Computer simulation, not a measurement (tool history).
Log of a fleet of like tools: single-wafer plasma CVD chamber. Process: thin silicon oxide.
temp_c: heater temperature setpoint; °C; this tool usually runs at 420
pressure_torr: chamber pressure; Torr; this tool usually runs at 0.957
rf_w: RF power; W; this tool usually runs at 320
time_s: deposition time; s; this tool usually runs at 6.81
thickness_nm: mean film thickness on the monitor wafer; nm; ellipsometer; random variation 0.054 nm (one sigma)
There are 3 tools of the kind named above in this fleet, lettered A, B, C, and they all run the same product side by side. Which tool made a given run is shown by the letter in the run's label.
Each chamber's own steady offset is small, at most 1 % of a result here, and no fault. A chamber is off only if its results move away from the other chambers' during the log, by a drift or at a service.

run   hour  temp_c  pressure_torr  rf_w  time_s  read-back reference wafer on the same gauge, thickness_nm  thickness_nm
 1C    9.5     420          0.957   320    6.81                                                     13.201        14.914
 2B   19.1     420          0.957   320    6.81                                                     13.199        14.837
 3A   26.9     420          0.957   320    6.81                                                     13.198        14.875
 4C   36.5     420          0.957   320    6.81                                                     13.204        14.721
 5A   47.9     420          0.957   320    6.81                                                     13.195         14.82
 6B   54.9     420          0.957   320    6.81                                                       13.2        14.888
 7B   61.6     420          0.957   320    6.81                                                     13.204        14.904
 8C     71     420          0.787   320    6.81                                                     13.195        12.511
 9A   76.4     420          0.787   320    6.81                                                     13.208         12.48
10A   88.2     420          0.787   320    6.81                                                     13.201        12.433
11B   96.1     420          0.957   320    6.81                                                     13.192        14.821
12C  106.5     420          0.957   320    6.81                                                     13.208        14.778
13C  113.3     420          0.957   265    7.22                                                     13.199        14.461
14B  124.7     420          0.957   265    7.22                                                     13.191        14.563
15A  133.9     420          0.957   265    7.22                                                     13.201        14.381
16C  142.4     420          0.957   320    6.81                                                     13.193        14.799
17B  148.4     420          0.957   320    6.81                                                     13.194        14.773
18A  158.5     416          0.957   270    6.81                                                     13.197        13.675
19A  166.9     416          0.957   270    6.81                                                     13.206        13.639
20B  177.6     416          0.957   270    6.81                                                     13.205        13.792
21C  186.6     420          0.957   320    6.81                                                     13.197        14.731
22B  192.6     420          0.957   320    6.81                                                     13.194        14.862
23C  200.4     420          0.771   320    6.81                                                       13.2        12.318
24A  208.9     420          0.771   320    6.81                                                     13.195         12.08
25A    214     420          0.771   320    6.81                                                      13.21        12.044
26C  219.9     410          0.957   365    6.81                                                     13.195        15.733
27B  230.1     410          0.957   365    6.81                                                     13.207        15.679
28B  237.2     410          0.957   365    6.81                                                     13.198        15.755
29A  244.3     420          0.957   300    7.44                                                     13.201        15.491
30C  255.3     420          0.957   300    7.44                                                       13.2        15.842
31B  262.7     420          0.957   300    7.44                                                     13.199        15.752
32C  272.1     413          0.957   320    6.81                                                     13.201         14.89

All chambers now run identical settings, listed one chamber a line with results as question marks. What results will each chamber show?
33A  280.6     420          0.957   320    6.81                                                                        ?
33B  280.6     420          0.957   320    6.81                                                                        ?
33C  280.6     420          0.957   320    6.81                                                                        ?

run  thickness_nm
33A        14.537
33B        14.838
33C        14.835
